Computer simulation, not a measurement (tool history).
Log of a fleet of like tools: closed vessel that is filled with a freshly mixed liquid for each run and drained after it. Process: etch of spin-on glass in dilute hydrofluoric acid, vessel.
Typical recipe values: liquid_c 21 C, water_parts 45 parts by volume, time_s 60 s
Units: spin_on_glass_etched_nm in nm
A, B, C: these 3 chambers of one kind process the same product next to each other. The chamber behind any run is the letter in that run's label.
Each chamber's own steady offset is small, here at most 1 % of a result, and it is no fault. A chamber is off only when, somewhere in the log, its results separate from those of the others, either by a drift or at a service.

run   hour  liquid_c  water_parts  time_s  hours since the thermometer was replaced  hours since the hydrofluoric acid flow meter was replaced  read-back film thickness of the spin-on glass reference wafer, read on the same gauge (nm)  spin_on_glass_etched_nm
 1A   10.6        21           45      60                                     120.4                                                      500.1                                                                                         130                   63.805
 2B   22.9        21           45      60                                     201.5                                                      508.3                                                                                      129.99                   62.919
      24.1  -- chamber B: hydrofluoric acid flow meter replaced
 3C   33.9        21           45      60                                    1351.1                                                      654.1                                                                                         130                    63.77
 4A   45.5        21           45      60                                     155.3                                                        535                                                                                      130.01                   62.966
 5B   55.4        21           45      60                                       234                                                       31.3                                                                                      130.01                   63.023
 6C   69.1        21           45      60                                    1386.3                                                      689.3                                                                                         130                   64.585
 7A   78.8        21           45      60                                     188.6                                                      568.3                                                                                         130                   63.948
 8C   92.4        21           45      60                                    1409.6                                                      712.6                                                                                      129.99                   64.539
 9B  107.1        21           45      60                                     285.7                                                         83                                                                                      130.01                    63.41
10A  114.1        21           45      60                                     223.9                                                      603.6                                                                                         130                     64.1
11C    129        21           45      60                                    1446.2                                                      749.2                                                                                      129.98                   64.387
12B  139.2        21           45      60                                     317.8                                                      115.1                                                                                      130.01                   63.658
13C  146.8        21           45      60                                      1464                                                        767                                                                                         130                    64.26
14A  158.9        21           45      60                                     268.7                                                      648.4                                                                                         130                   63.208
15B  165.8        21           45      60                                     344.4                                                      141.7                                                                                      130.02                   63.584
16A  180.6        21           45      60                                     290.4                                                      670.1                                                                                      129.99                    63.86
17B  193.3        21           45      60                                     371.9                                                      169.2                                                                                      129.99                   63.553
18C  207.7        21           45      60                                    1524.9                                                      827.9                                                                                         130                    64.54
19C  216.6        21           45      60                                    1533.8                                                      836.8                                                                                      130.02                   64.156
20A  225.1        21           45      60                                     334.9                                                      714.6                                                                                      130.01                   63.995
21B  232.8        17           45      40                                     411.4                                                      208.7                                                                                         130                   35.782
22C  245.3        17           45      40                                    1562.5                                                      865.5                                                                                         130                   35.887
23B  252.1        17           45      40                                     430.7                                                        228                                                                                         130                   35.649
24A  264.6        21           30      60                                     374.4                                                      754.1                                                                                         130                   96.493
25C  273.2        21           30      60                                    1590.4                                                      893.4                                                                                      129.99                   98.057
26A  282.8        21           30      60                                     392.6                                                      772.3                                                                                      130.01                   96.083
27B  294.9      25.5           45      30                                     473.5                                                      270.8                                                                                      129.99                   38.417
28C  301.7      25.5           45      30                                    1618.9                                                      921.9                                                                                      130.02                    38.65
29B  310.2      25.5           45      30                                     488.8                                                      286.1                                                                                         130                   38.592
30A  317.1        21           45      60                                     426.9                                                      806.6                                                                                      130.02                   63.023
31A  328.7        21           45      60                                     438.5                                                      818.2                                                                                      130.01                   63.872
32B  339.5      18.5           45      60                                     518.1                                                      315.4                                                                                      130.01                   56.881
33C  351.6      18.5           45      60                                    1668.8                                                      971.8                                                                                      129.99                   57.962
34B  363.5      18.5           45      60                                     542.1                                                      339.4                                                                                         130                   57.307
35A  371.9        21           45      60                                     481.7                                                      861.4                                                                                      129.99                   63.416
36C  386.4        21           45      60                                    1703.6                                                     1006.6                                                                                         130                    64.23
37B  396.8        25           40      60                                     575.4                                                      372.7                                                                                      130.02                   85.853
38C    404        25           40      60                                    1721.2                                                     1024.2                                                                                      130.02                   86.177
     410.4  -- chamber A: thermometer replaced
39A  412.1        25           40      60                                       1.8                                                      901.6                                                                                      129.98                   85.494
40A  419.8        21           45      60                                       9.5                                                      909.3                                                                                      130.02                   63.987

One chamber off, gauge drift, or nothing amiss beyond the chambers' own small offsets? If it is a chamber, which one, and what is the likeliest cause?

Neither any chamber nor the gauge drifts; the chambers differ only by their own small, steady offsets.
